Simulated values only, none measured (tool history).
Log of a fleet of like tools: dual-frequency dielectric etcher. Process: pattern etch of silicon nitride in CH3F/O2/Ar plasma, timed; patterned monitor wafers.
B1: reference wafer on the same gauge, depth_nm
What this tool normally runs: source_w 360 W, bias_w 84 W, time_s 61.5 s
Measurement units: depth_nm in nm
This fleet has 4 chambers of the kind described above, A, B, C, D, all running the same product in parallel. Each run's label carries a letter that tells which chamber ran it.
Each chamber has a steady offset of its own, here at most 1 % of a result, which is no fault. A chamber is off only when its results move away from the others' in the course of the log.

{"run": "1A", "hour": 13.7, "source_w": 360, "bias_w": 84, "time_s": 61.5, "B1": 43.805, "depth_nm": 43.422}
{"run": "2C", "hour": 28.0, "source_w": 360, "bias_w": 84, "time_s": 61.5, "B1": 43.783, "depth_nm": 43.568}
{"run": "3B", "hour": 35.0, "source_w": 360, "bias_w": 84, "time_s": 61.5, "B1": 43.795, "depth_nm": 43.66}
{"run": "4D", "hour": 46.6, "source_w": 360, "bias_w": 84, "time_s": 61.5, "B1": 43.789, "depth_nm": 43.263}
{"run": "5D", "hour": 56.0, "source_w": 390, "bias_w": 84, "time_s": 61.5, "B1": 43.773, "depth_nm": 44.549}
{"hour": 60.3, "done": "chamber A: wet clean of the chamber"}
{"run": "6A", "hour": 71.6, "source_w": 390, "bias_w": 84, "time_s": 61.5, "B1": 43.768, "depth_nm": 44.791}
{"run": "7B", "hour": 78.8, "source_w": 390, "bias_w": 84, "time_s": 61.5, "B1": 43.764, "depth_nm": 44.975}
{"hour": 88.4, "done": "chamber D: source power generator calibrated"}
{"run": "8C", "hour": 94.0, "source_w": 390, "bias_w": 84, "time_s": 61.5, "B1": 43.763, "depth_nm": 44.84}
{"run": "9A", "hour": 105.0, "source_w": 430, "bias_w": 84, "time_s": 48, "B1": 43.753, "depth_nm": 36.191}
{"run": "10B", "hour": 115.4, "source_w": 430, "bias_w": 84, "time_s": 48, "B1": 43.753, "depth_nm": 36.448}
{"run": "11C", "hour": 122.4, "source_w": 430, "bias_w": 84, "time_s": 48, "B1": 43.726, "depth_nm": 36.389}
{"run": "12D", "hour": 133.4, "source_w": 430, "bias_w": 84, "time_s": 48, "B1": 43.744, "depth_nm": 36.109}
{"run": "13A", "hour": 145.2, "source_w": 360, "bias_w": 84, "time_s": 47, "B1": 43.736, "depth_nm": 33.054}
{"run": "14B", "hour": 157.3, "source_w": 360, "bias_w": 84, "time_s": 47, "B1": 43.723, "depth_nm": 33.352}
{"run": "15C", "hour": 164.9, "source_w": 360, "bias_w": 84, "time_s": 47, "B1": 43.726, "depth_nm": 33.248}
{"run": "16D", "hour": 174.5, "source_w": 360, "bias_w": 84, "time_s": 47, "B1": 43.718, "depth_nm": 33.021}
{"run": "17C", "hour": 184.4, "source_w": 360, "bias_w": 84, "time_s": 61.5, "B1": 43.717, "depth_nm": 43.561}
{"run": "18D", "hour": 199.0, "source_w": 360, "bias_w": 84, "time_s": 61.5, "B1": 43.7, "depth_nm": 43.248}
{"run": "19B", "hour": 210.2, "source_w": 360, "bias_w": 84, "time_s": 61.5, "B1": 43.69, "depth_nm": 43.588}
{"run": "20A", "hour": 222.6, "source_w": 360, "bias_w": 84, "time_s": 61.5, "B1": 43.7, "depth_nm": 43.362}
{"run": "21D", "hour": 233.1, "source_w": 360, "bias_w": 84, "time_s": 61.5, "B1": 43.7, "depth_nm": 43.215}
{"run": "22A", "hour": 241.8, "source_w": 360, "bias_w": 84, "time_s": 61.5, "B1": 43.696, "depth_nm": 43.342}
{"run": "23B", "hour": 249.1, "source_w": 360, "bias_w": 84, "time_s": 61.5, "B1": 43.699, "depth_nm": 43.503}
{"run": "24C", "hour": 260.4, "source_w": 360, "bias_w": 84, "time_s": 61.5, "B1": 43.676, "depth_nm": 43.41}
{"run": "25D", "hour": 274.3, "source_w": 360, "bias_w": 84, "time_s": 61.5, "B1": 43.67, "depth_nm": 43.223}
{"run": "26A", "hour": 281.4, "source_w": 360, "bias_w": 84, "time_s": 61.5, "B1": 43.678, "depth_nm": 43.281}
{"run": "27C", "hour": 295.7, "source_w": 360, "bias_w": 84, "time_s": 61.5, "B1": 43.661, "depth_nm": 43.394}
{"run": "28B", "hour": 307.2, "source_w": 360, "bias_w": 84, "time_s": 61.5, "B1": 43.673, "depth_nm": 43.553}
{"run": "29A", "hour": 317.6, "source_w": 360, "bias_w": 84, "time_s": 61.5, "B1": 43.658, "depth_nm": 43.274}
{"run": "30D", "hour": 330.2, "source_w": 360, "bias_w": 84, "time_s": 61.5, "B1": 43.656, "depth_nm": 43.23}
{"hour": 337.7, "done": "chamber D: wet clean of the chamber"}
{"run": "31C", "hour": 341.6, "source_w": 360, "bias_w": 84, "time_s": 61.5, "B1": 43.638, "depth_nm": 43.465}
{"hour": 343.9, "done": "chamber C: wet clean of the chamber"}
{"run": "32B", "hour": 356.7, "source_w": 360, "bias_w": 84, "time_s": 61.5, "B1": 43.645, "depth_nm": 43.516}
{"run": "33B", "hour": 370.9, "source_w": 360, "bias_w": 84, "time_s": 61.5, "B1": 43.613, "depth_nm": 43.529}
{"hour": 378.4, "done": "chamber B: wet clean of the chamber"}
{"run": "34C", "hour": 380.3, "source_w": 360, "bias_w": 84, "time_s": 61.5, "B1": 43.618, "depth_nm": 43.434}
{"run": "35A", "hour": 390.5, "source_w": 360, "bias_w": 84, "time_s": 61.5, "B1": 43.635, "depth_nm": 43.252}
{"run": "36D", "hour": 397.8, "source_w": 360, "bias_w": 84, "time_s": 61.5, "B1": 43.622, "depth_nm": 43.088}
{"run": "37D", "hour": 406.1, "source_w": 360, "bias_w": 84, "time_s": 61.5, "B1": 43.61, "depth_nm": 43.198}
{"run": "38B", "hour": 420.4, "source_w": 360, "bias_w": 84, "time_s": 61.5, "B1": 43.6, "depth_nm": 43.513}
{"run": "39C", "hour": 434.6, "source_w": 360, "bias_w": 104, "time_s": 78.5, "B1": 43.582, "depth_nm": 59.761}

One chamber off, gauge drift, or nothing amiss beyond the chambers' own small offsets? If it is a chamber, which one, and what is the likeliest cause?

Gauge drift. The chambers move together only on paper, and none stands off.
Likeliest cause: gauge reads low (%) = 0.469.
